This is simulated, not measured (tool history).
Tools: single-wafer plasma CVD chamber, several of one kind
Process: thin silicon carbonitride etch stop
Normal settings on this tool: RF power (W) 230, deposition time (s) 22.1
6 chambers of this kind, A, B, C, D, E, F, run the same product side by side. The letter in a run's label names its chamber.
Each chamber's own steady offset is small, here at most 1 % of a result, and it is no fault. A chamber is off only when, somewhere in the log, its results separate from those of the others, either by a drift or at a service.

run,day,RF power (W),deposition time (s),hours since the last thermocouple change,hours since the last RF generator calibration,"read-back reference wafer on the same gauge, thickness_nm",mean film thickness on the monitor wafer (angstrom)
1F,0.183,230,22.1,2583.4,1261.2,11.003,130.23
2E,0.479,230,22.1,273.7,419.8,11.002,130.55
3B,0.717,230,22.1,663.3,1503.6,11.002,131.07
4C,0.967,230,22.1,1685.7,2759.8,11.004,132.02
5A,1.150,230,22.1,1363.2,745.8,11.003,130.57
6D,1.367,230,22.1,240.2,314.1,11.009,131.40
7F,1.617,230,22.1,2617.8,1295.6,11.011,130.25
8C,1.942,230,22.1,1709.1,2783.2,11.008,131.78
9E,2.121,230,22.1,313.1,459.2,11.010,130.33
10A,2.338,230,22.1,1391.7,774.3,11.013,130.93
11D,2.575,230,22.1,269.2,343.1,11.011,131.42
# day 2.912: chamber A: RF generator calibrated
12B,2.912,230,22.1,716.0,1556.3,11.014,131.11
13D,3.254,230,22.1,285.5,359.4,11.013,131.72
# day 3.442: chamber A: thermocouple changed; heater temperature recalibrated
14B,3.450,230,22.1,728.9,1569.2,11.015,131.49
15F,3.725,230,22.1,2668.4,1346.2,11.018,130.31
16A,4.062,230,22.1,14.9,27.6,11.021,131.12
17E,4.325,230,22.1,366.0,512.1,11.020,130.35
18C,4.517,230,22.1,1770.9,2845.0,11.021,132.15
19F,4.758,230,22.1,2693.2,1371.0,11.022,130.60
20C,5.117,185,19.9,1785.3,2859.4,11.022,111.48
# day 5.292: chamber F: RF generator calibrated
21D,5.462,185,19.9,338.5,412.4,11.026,111.02
22B,5.679,185,19.9,782.4,1622.7,11.026,110.63
23A,5.967,185,19.9,60.6,73.3,11.030,110.76
24E,6.283,185,19.9,413.0,559.1,11.032,110.19
# day 6.479: chamber C: RF generator calibrated
25E,6.638,185,19.9,421.5,567.6,11.029,110.29
26D,6.850,230,22.1,371.8,445.7,11.034,131.53
27F,7.158,230,22.1,2750.8,44.9,11.034,130.33
28B,7.329,230,22.1,822.0,1662.3,11.036,131.55
29A,7.650,230,22.1,101.0,113.7,11.039,131.18
30C,7.921,230,22.1,1852.6,34.7,11.036,132.32
31E,8.138,230,22.1,457.5,603.6,11.035,130.55
32C,8.358,230,22.1,1863.1,45.2,11.038,132.31
33D,8.662,230,22.1,415.3,489.2,11.038,131.77
34B,9.021,230,22.1,862.6,1702.9,11.044,131.63
35A,9.338,230,22.1,141.5,154.2,11.045,131.35
36F,9.625,230,22.1,2810.0,104.1,11.044,130.85
37E,9.988,230,22.1,501.9,648.0,11.046,130.96
38A,10.317,275,19.1,165.0,177.7,11.051,119.56
39B,10.575,275,19.1,899.9,1740.2,11.051,120.42
40F,10.862,275,19.1,2839.7,133.8,11.052,119.06

Has any chamber moved away from the others, gradually or after a service, or does the common gauge drift, or do the chambers differ only by their own small steady offsets? State the chamber and the most likely cause if one applies.

The shared gauge is drifting. All chambers look as if they move in step, but none is off.
Cause: gauge reads high (%) = 0.48.
